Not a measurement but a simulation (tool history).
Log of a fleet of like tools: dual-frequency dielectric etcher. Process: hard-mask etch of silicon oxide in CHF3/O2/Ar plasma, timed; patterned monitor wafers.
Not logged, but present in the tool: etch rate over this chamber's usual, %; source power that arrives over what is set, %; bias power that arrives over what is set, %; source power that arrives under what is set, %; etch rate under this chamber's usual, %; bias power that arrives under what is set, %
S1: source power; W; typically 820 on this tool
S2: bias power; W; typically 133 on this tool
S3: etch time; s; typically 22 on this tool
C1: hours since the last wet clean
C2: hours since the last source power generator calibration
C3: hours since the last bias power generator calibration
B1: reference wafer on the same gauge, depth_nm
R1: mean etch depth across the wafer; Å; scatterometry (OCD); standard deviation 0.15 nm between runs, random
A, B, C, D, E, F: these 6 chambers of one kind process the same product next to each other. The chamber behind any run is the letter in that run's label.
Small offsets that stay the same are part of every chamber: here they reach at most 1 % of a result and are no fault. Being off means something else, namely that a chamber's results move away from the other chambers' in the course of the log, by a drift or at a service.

run	hour	S1	S2	S3	C1	C2	C3	B1	R1
1C	13.9	820	133	22	169.8	1329.7	589.6	38.408	449.64
2D	21.3	820	133	22	324.8	1932.7	2350.4	38.394	446.39
3E	31.2	820	133	22	453.2	2011.3	1649.5	38.382	441.63
4B	45	820	133	22	382.8	488.9	1523.8	38.373	443.68
5A	53.1	820	133	22	367	4592	2888	38.412	443.64
# hour 62.5: chamber D: wet clean of the chamber
6F	63.2	820	133	22	618.2	187.3	742.8	38.412	448.12
7D	72.2	820	133	22	9.7	1983.6	2401.3	38.415	445.31
# hour 74.9: chamber A: source power generator calibrated
8A	83.1	880	133	18	397	8.3	2918	38.385	373.68
9E	93.9	880	133	18	515.9	2074	1712.2	38.396	375.06
# hour 98.3: chamber A: wet clean of the chamber
10B	103	880	133	18	440.8	546.9	1581.8	38.392	375.73
# hour 112.2: chamber F: wet clean of the chamber
11F	116.8	880	133	18	4.6	240.9	796.4	38.41	376.52
12C	126	880	133	18	281.9	1441.8	701.7	38.4	378.23
13C	133	880	133	18	288.9	1448.8	708.7	38.393	375.35
14F	148.1	820	133	22	35.9	272.2	827.7	38.437	447.35
15D	159	970	133	18.5	96.5	2070.4	2488.1	38.398	401.34
16E	170.8	970	133	18.5	592.8	2150.9	1789.1	38.374	396.8
# hour 177.8: chamber B: wet clean of the chamber
17A	179	970	133	18.5	80.7	104.2	3013.9	38.423	402.66
# hour 190.4: chamber E: wet clean of the chamber
18B	190.6	970	133	18.5	12.8	634.5	1669.4	38.387	401.89
19D	204.4	970	133	18.5	141.9	2115.8	2533.5	38.378	397.76
20F	217.5	970	133	18.5	105.3	341.6	897.1	38.385	401.84
# hour 225.1: chamber C: wet clean of the chamber
21E	231.1	650	153	22	40.8	2211.2	1849.4	38.373	423.97
22C	245.5	650	153	22	20.4	1561.3	821.2	38.377	426.29
23A	254.2	650	153	22	155.9	179.4	3089.1	38.393	424.09
24B	261.2	650	153	22	83.4	705.1	1740	38.404	427.34
25B	275.3	650	153	22	97.5	719.2	1754.1	38.434	426.8
26F	284.8	650	153	22	172.6	408.9	964.4	38.398	427.53
27E	296.9	820	133	22	106.6	2277	1915.2	38.399	443.57
28A	311.9	820	133	22	213.6	237.1	3146.8	38.408	443.34
29C	322.1	820	133	22	97	1637.9	897.8	38.402	447.22
30D	330.2	820	133	22	267.7	2241.6	2659.3	38.415	443.41
31E	339.1	820	133	22	148.8	2319.2	1957.4	38.387	442.62
32B	349.6	820	133	22	171.8	793.5	1828.4	38.432	446.54
33C	356.7	820	133	22	131.6	1672.5	932.4	38.425	443.73
34F	366.5	820	133	22	254.3	490.6	1046.1	38.384	450.9
35D	374.1	820	133	22	311.6	2285.5	2703.2	38.423	445.25
36A	386.7	820	133	22	288.4	311.9	3221.6	38.393	444.66
37F	400.8	820	133	22	288.6	524.9	1080.4	38.355	448.53

One chamber off, gauge drift, or nothing amiss beyond the chambers' own small offsets? If it is a chamber, which one, and what is the likeliest cause?

No chamber stands off beyond its own small offset, and the gauge holds steady.
